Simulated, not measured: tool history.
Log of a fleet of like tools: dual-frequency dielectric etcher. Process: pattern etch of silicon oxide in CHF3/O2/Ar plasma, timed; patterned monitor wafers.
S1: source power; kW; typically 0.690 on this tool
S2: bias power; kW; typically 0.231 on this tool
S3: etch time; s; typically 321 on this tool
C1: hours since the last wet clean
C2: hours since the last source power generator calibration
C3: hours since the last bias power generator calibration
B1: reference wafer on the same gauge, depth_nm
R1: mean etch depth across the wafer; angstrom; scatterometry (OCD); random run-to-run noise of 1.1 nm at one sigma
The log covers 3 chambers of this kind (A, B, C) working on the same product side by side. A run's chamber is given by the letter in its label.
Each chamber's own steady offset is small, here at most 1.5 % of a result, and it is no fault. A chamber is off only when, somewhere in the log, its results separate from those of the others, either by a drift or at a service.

run   hour     S1     S2   S3     C1      C2      C3      B1      R1
 1B    7.2  0.690  0.231  321  220.8  2224.7   952.0  793.06  7251.1
 2A   10.7  0.690  0.231  321   11.4  3190.8  2495.4  793.40  7306.2
 3C   18.1  0.690  0.231  321  212.8   854.8  1522.4  793.50  7389.1
 4A   24.9  0.690  0.231  321   25.6  3205.0  2509.6  793.83  7288.3
 5B   29.2  0.690  0.231  321  242.8  2246.7   974.0  793.86  7240.2
 6C   34.4  0.690  0.231  321  229.1   871.1  1538.7  793.90  7373.9
 7C   40.2  0.690  0.231  321  234.9   876.9  1544.5  793.96  7366.2
 8A   45.9  0.690  0.266  321   46.6  3226.0  2530.6  794.10  7670.2
 9B   52.5  0.690  0.266  321  266.1  2270.0   997.3  794.60  7658.3
10C   58.3  0.690  0.266  321  253.0   895.0  1562.6  794.51  7767.1
11B   64.7  0.690  0.231  321  278.3  2282.2  1009.5  794.73  7265.1
12A   70.2  0.690  0.231  321   70.9  3250.3  2554.9  794.94  7320.6
13B   76.4  0.690  0.231  321  290.0  2293.9  1021.2  794.67  7289.3
14C   79.9  0.690  0.231  321  274.6   916.6  1584.2  795.06  7385.2
15A   85.6  0.690  0.231  321   86.3  3265.7  2570.3  795.11  7315.9
16B   90.4  0.610  0.231  270  304.0  2307.9  1035.2  795.35  5856.4
17A   94.6  0.610  0.231  270   95.3  3274.7  2579.3  795.39  5877.9
18C   99.4  0.610  0.231  270  294.1   936.1  1603.7  795.66  5934.4
19A  104.9  0.690  0.231  321  105.6  3285.0  2589.6  795.47  7334.7
20C  108.5  0.750  0.231  371  303.2   945.2  1612.8  796.01  8808.4
21B  114.1  0.750  0.231  371  327.7  2331.6  1058.9  795.75  8703.2
22A  117.7  0.750  0.231  371  118.4  3297.8  2602.4  795.96  8712.5
23B  121.7  0.690  0.231  321  335.3  2339.2  1066.5  796.11  7264.4
24C  128.1  0.690  0.231  321  322.8   964.8  1632.4  796.30  7396.7
25A  132.0  0.690  0.231  321  132.7  3312.1  2616.7  796.27  7300.1
     137.4  -- chamber B: source power generator calibrated
26B  138.3  0.690  0.231  321  351.9     1.0  1083.1  796.11  7295.9
27C  144.8  0.690  0.231  321  339.5   981.5  1649.1  796.72  7405.2
28B  149.8  0.690  0.231  321  363.4    12.5  1094.6  796.73  7290.5
29C  156.2  0.690  0.231  321  350.9   992.9  1660.5  796.81  7421.7
30A  161.0  0.690  0.231  321  161.7  3341.1  2645.7  796.68  7324.7
31B  168.6  0.690  0.231  239  382.2    31.3  1113.4  796.70  5425.9
32C  173.0  0.690  0.231  239  367.7  1009.7  1677.3  797.26  5518.4
33A  176.7  0.690  0.231  239  177.4  3356.8  2661.4  797.19  5458.2
     176.9  -- chamber C: wet clean of the chamber
34B  180.6  0.690  0.231  321  394.2    43.3  1125.4  797.39  7308.7
35A  184.8  0.690  0.231  321  185.5  3364.9  2669.5  797.76  7351.4
36C  192.1  0.690  0.231  321   15.3  1028.8  1696.4  797.35  7399.0

Next, every chamber runs the same settings. What will each give?
37A  197.5  0.640  0.231  321                   ?
37B  197.5  0.640  0.231  321                   ?
37C  197.5  0.640  0.231  321                   ?

run      R1
37A  7132.7
37B  7085.2
37C  7211.0

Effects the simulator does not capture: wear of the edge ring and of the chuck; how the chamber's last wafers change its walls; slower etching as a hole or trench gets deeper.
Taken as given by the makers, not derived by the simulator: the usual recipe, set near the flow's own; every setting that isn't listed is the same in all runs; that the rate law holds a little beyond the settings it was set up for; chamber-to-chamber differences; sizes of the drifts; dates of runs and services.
